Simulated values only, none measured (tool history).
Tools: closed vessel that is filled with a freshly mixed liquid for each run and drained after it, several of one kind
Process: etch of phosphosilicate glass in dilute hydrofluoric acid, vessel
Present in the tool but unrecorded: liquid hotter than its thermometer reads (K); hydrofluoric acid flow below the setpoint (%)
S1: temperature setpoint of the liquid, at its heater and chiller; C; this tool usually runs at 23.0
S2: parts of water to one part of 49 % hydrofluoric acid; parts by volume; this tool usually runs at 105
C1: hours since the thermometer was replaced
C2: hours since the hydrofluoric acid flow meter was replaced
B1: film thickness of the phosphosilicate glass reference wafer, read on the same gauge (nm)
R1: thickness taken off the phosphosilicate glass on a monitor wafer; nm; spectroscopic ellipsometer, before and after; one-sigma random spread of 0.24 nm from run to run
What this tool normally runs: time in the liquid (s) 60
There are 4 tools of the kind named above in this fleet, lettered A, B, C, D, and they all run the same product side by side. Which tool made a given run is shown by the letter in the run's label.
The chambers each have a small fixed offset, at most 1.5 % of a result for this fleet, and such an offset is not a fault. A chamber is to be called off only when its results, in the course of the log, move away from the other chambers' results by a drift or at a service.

Run 1D, day 0.288: usual settings; C1 784.0; C2 137.9; B1 140.03. Result: R1 77.576 nm.
Run 2A, day 0.550: usual settings; C1 319.5; C2 406.2; B1 139.97. Result: R1 77.175 nm.
Run 3C, day 0.738: usual settings; C1 324.8; C2 516.5; B1 139.99. Result: R1 76.977 nm.
Run 4B, day 0.904: usual settings; C1 778.3; C2 1001.9; B1 140.00. Result: R1 78.154 nm.
Run 5A, day 1.133: usual settings; C1 333.5; C2 420.2; B1 140.01. Result: R1 77.235 nm.
At day 1.258: chamber B: hydrofluoric acid flow meter replaced.
Run 6B, day 1.312: usual settings but S1 18.5 C, S2 150 parts by volume; C1 788.1; C2 1.4; B1 140.00. Result: R1 43.525 nm.
Run 7C, day 1.546: usual settings but S1 18.5 C, S2 150 parts by volume; C1 344.2; C2 535.9; B1 139.99. Result: R1 42.862 nm.
Run 8D, day 1.692: usual settings but S1 18.5 C, S2 150 parts by volume; C1 817.7; C2 171.6; B1 139.96. Result: R1 42.973 nm.
Run 9B, day 1.925: usual settings but S1 18.5 C, S2 150 parts by volume; C1 802.8; C2 16.1; B1 139.98. Result: R1 43.488 nm.
Run 10A, day 2.158: usual settings; C1 358.1; C2 444.8; B1 139.99. Result: R1 76.102 nm.
Run 11D, day 2.350: usual settings; C1 833.5; C2 187.4; B1 140.02. Result: R1 77.391 nm.
Run 12C, day 2.567: usual settings; C1 368.7; C2 560.4; B1 140.03. Result: R1 77.060 nm.
Run 13C, day 2.717: usual settings but S2 65 parts by volume, time in the liquid (s) 30; C1 372.3; C2 564.0; B1 139.98. Result: R1 65.513 nm.
Run 14B, day 2.867: usual settings but S2 65 parts by volume, time in the liquid (s) 30; C1 825.4; C2 38.7; B1 139.99. Result: R1 67.098 nm.
Run 15D, day 3.125: usual settings but S2 65 parts by volume, time in the liquid (s) 30; C1 852.1; C2 206.0; B1 140.03. Result: R1 66.113 nm.
Run 16A, day 3.367: usual settings but S2 65 parts by volume, time in the liquid (s) 30; C1 387.1; C2 473.8; B1 139.96. Result: R1 65.197 nm.
Run 17A, day 3.588: usual settings; C1 392.4; C2 479.1; B1 139.98. Result: R1 75.286 nm.
Run 18C, day 3.729: usual settings; C1 396.6; C2 588.3; B1 139.99. Result: R1 76.978 nm.
Run 19D, day 3.942: usual settings; C1 871.7; C2 225.6; B1 140.01. Result: R1 77.189 nm.
Run 20B, day 4.067: usual settings; C1 854.2; C2 67.5; B1 139.98. Result: R1 78.432 nm.
Run 21C, day 4.329: usual settings; C1 411.0; C2 602.7; B1 140.03. Result: R1 77.263 nm.
Run 22A, day 4.517: usual settings; C1 414.7; C2 501.4; B1 140.03. Result: R1 74.914 nm.
Run 23D, day 4.775: usual settings; C1 891.7; C2 245.6; B1 140.01. Result: R1 77.341 nm.
Run 24B, day 5.000: usual settings; C1 876.6; C2 89.9; B1 139.99. Result: R1 78.634 nm.

For the next run the whole fleet of 4 chambers uses the same settings. Give each chamber's results:
Run 25A, day 5.208: usual settings but time in the liquid (s) 30. Result: R1 ?.
Run 25B, day 5.208: usual settings but time in the liquid (s) 30. Result: R1 ?.
Run 25C, day 5.208: usual settings but time in the liquid (s) 30. Result: R1 ?.
Run 25D, day 5.208: usual settings but time in the liquid (s) 30. Result: R1 ?.

run      R1
25A  37.132
25B  39.309
25C  38.502
25D  38.804

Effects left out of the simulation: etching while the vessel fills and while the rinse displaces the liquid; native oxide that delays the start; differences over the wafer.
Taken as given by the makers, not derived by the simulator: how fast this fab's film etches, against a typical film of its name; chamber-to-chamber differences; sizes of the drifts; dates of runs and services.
